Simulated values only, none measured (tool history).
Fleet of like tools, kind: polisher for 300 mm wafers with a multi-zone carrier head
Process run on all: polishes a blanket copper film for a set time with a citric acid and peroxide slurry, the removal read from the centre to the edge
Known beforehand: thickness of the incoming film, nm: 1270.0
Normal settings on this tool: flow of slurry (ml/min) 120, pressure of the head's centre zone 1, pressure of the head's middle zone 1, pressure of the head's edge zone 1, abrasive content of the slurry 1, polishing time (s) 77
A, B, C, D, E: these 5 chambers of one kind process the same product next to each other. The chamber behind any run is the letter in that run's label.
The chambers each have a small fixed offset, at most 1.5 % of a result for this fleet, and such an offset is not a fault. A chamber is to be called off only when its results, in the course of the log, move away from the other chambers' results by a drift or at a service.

| run | hour | flow of slurry (ml/min) | pressure of the head's centre zone | pressure of the head's middle zone | pressure of the head's edge zone | abrasive content of the slurry | polishing time (s) | film removed at the wafer's centre (nm) | film removed at mid-radius (nm) | film removed at the wafer's edge (nm) |
|---|---|---|---|---|---|---|---|---|---|---|
|  | 3.2 | chamber E: worn pad replaced by a new one |
| 1C | 4 | 120 | 1 | 1 | 1 | 1 | 77 | 130.29 | 130.42 | 129.36 |
| 2B | 8 | 120 | 1 | 1 | 1 | 1 | 77 | 131.11 | 130.77 | 128.01 |
| 3A | 11.2 | 120 | 1 | 1 | 1 | 1 | 77 | 130.23 | 133.16 | 130.49 |
| 4E | 15.5 | 120 | 1 | 1 | 1 | 1 | 77 | 131.42 | 130.39 | 131.39 |
|  | 15.9 | chamber B: worn pad replaced by a new one |
|  | 16.5 | chamber C: worn pad replaced by a new one |
| 5D | 18.7 | 120 | 1 | 1 | 1 | 1 | 77 | 129.17 | 130.31 | 131.67 |
|  | 19.3 | chamber C: slurry nozzle cleaned |
|  | 20.9 | chamber D: worn pad replaced by a new one |
| 6A | 22.6 | 120 | 1 | 0.9 | 1 | 1 | 61 | 104.32 | 95.815 | 103.08 |
|  | 24.6 | chamber A: edge zone pressure recalibrated |
| 7C | 25.3 | 120 | 1 | 0.9 | 1 | 1 | 61 | 103.57 | 93.704 | 103.17 |
| 8B | 29 | 120 | 1 | 0.9 | 1 | 1 | 61 | 103.88 | 93.146 | 102.63 |
| 9D | 33.4 | 120 | 1 | 0.9 | 1 | 1 | 61 | 103.41 | 93.625 | 101.29 |
| 10E | 35.6 | 120 | 1 | 0.9 | 1 | 1 | 61 | 103.53 | 93.512 | 106.19 |
| 11B | 38.1 | 120 | 1 | 1 | 1 | 1 | 77 | 130.06 | 130.13 | 128.74 |
| 12A | 40.6 | 120 | 1 | 1 | 1 | 1 | 77 | 131.56 | 131.61 | 131.3 |
| 13D | 44.8 | 120 | 1 | 1 | 1 | 1 | 77 | 129.62 | 129.73 | 133.32 |
| 14C | 47.7 | 95 | 1 | 1 | 1 | 1 | 77 | 122.26 | 122.45 | 122.99 |
| 15E | 50.2 | 95 | 1 | 1 | 1 | 1 | 77 | 121.43 | 122.48 | 130 |
| 16D | 52.2 | 95 | 1 | 1 | 1 | 1 | 77 | 120.74 | 121.44 | 127.73 |
|  | 53.3 | chamber A: worn pad replaced by a new one |
| 17B | 54.4 | 95 | 1 | 1 | 1 | 1 | 77 | 122.23 | 122.28 | 120.76 |
| 18A | 58.4 | 95 | 1 | 1 | 1 | 1 | 77 | 122.06 | 124.4 | 125.96 |
| 19C | 60.6 | 120 | 1 | 1 | 1 | 1 | 77 | 129.71 | 130.93 | 130.33 |
| 20E | 64.7 | 120 | 1 | 1 | 1 | 1 | 90 | 155.51 | 153.44 | 153.42 |
| 21D | 68.9 | 120 | 1 | 1 | 1 | 1 | 90 | 150.45 | 147.36 | 151.7 |
|  | 69.9 | chamber E: edge zone pressure recalibrated |
| 22A | 72.2 | 120 | 1 | 1 | 1 | 1 | 90 | 151.93 | 157.45 | 151.27 |
|  | 75.1 | chamber E: worn pad replaced by a new one |
| 23C | 75.3 | 120 | 1 | 1 | 1 | 1 | 90 | 153.18 | 155.75 | 150.53 |
|  | 76.1 | chamber D: worn pad replaced by a new one |
| 24B | 79.5 | 120 | 1 | 1 | 1 | 1 | 90 | 152.8 | 150.74 | 152.04 |
| 25E | 81.4 | 120 | 1 | 1 | 1 | 1 | 77 | 129.88 | 133.01 | 132.03 |
|  | 81.8 | chamber B: slurry nozzle cleaned |
|  | 84 | chamber B: centre zone pressure recalibrated |
| 26B | 84.7 | 120 | 1 | 1 | 1 | 1 | 77 | 131.53 | 128.68 | 131.91 |
|  | 86.2 | chamber B: worn pad replaced by a new one |
| 27E | 87.3 | 120 | 1 | 1.11 | 1 | 1 | 77 | 132.52 | 145.59 | 134.64 |
| 28A | 91.4 | 120 | 1 | 1.11 | 1 | 1 | 77 | 131.63 | 145.88 | 130.06 |
| 29D | 95.4 | 120 | 1 | 1.11 | 1 | 1 | 77 | 125.1 | 138.16 | 127.4 |
| 30C | 97.6 | 120 | 1 | 1.11 | 1 | 1 | 77 | 130.54 | 143.42 | 130.21 |
| 31A | 99.8 | 120 | 1 | 1.11 | 1 | 1 | 77 | 131.34 | 146.37 | 132.09 |
| 32D | 103.4 | 120 | 1 | 1 | 1 | 1 | 77 | 121.81 | 125.32 | 126.79 |
| 33C | 106.2 | 120 | 1 | 1 | 1 | 1 | 77 | 130.17 | 130.31 | 128.34 |
| 34B | 108.7 | 120 | 1 | 1 | 1 | 1 | 77 | 131.59 | 129.12 | 130.55 |
| 35E | 111.1 | 120 | 1 | 1 | 1 | 1 | 77 | 131.31 | 131.91 | 134.13 |

Predict what each chamber gives when all 5 of them run the settings below next.
| 36A | 114.3 | 120 | 1 | 1.08 | 1 | 1 | 77 | ? | ? | ? |
| 36B | 114.3 | 120 | 1 | 1.08 | 1 | 1 | 77 | ? | ? | ? |
| 36C | 114.3 | 120 | 1 | 1.08 | 1 | 1 | 77 | ? | ? | ? |
| 36D | 114.3 | 120 | 1 | 1.08 | 1 | 1 | 77 | ? | ? | ? |
| 36E | 114.3 | 120 | 1 | 1.08 | 1 | 1 | 77 | ? | ? | ? |

| run | film removed at the wafer's centre (nm) | film removed at mid-radius (nm) | film removed at the wafer's edge (nm) |
|---|---|---|---|
| 36A | 129.57 | 139.53 | 131.83 |
| 36B | 132.42 | 138 | 128.03 |
| 36C | 130.06 | 140.32 | 132.07 |
| 36D | 121.22 | 129.58 | 122.57 |
| 36E | 130.78 | 142.8 | 129.31 |
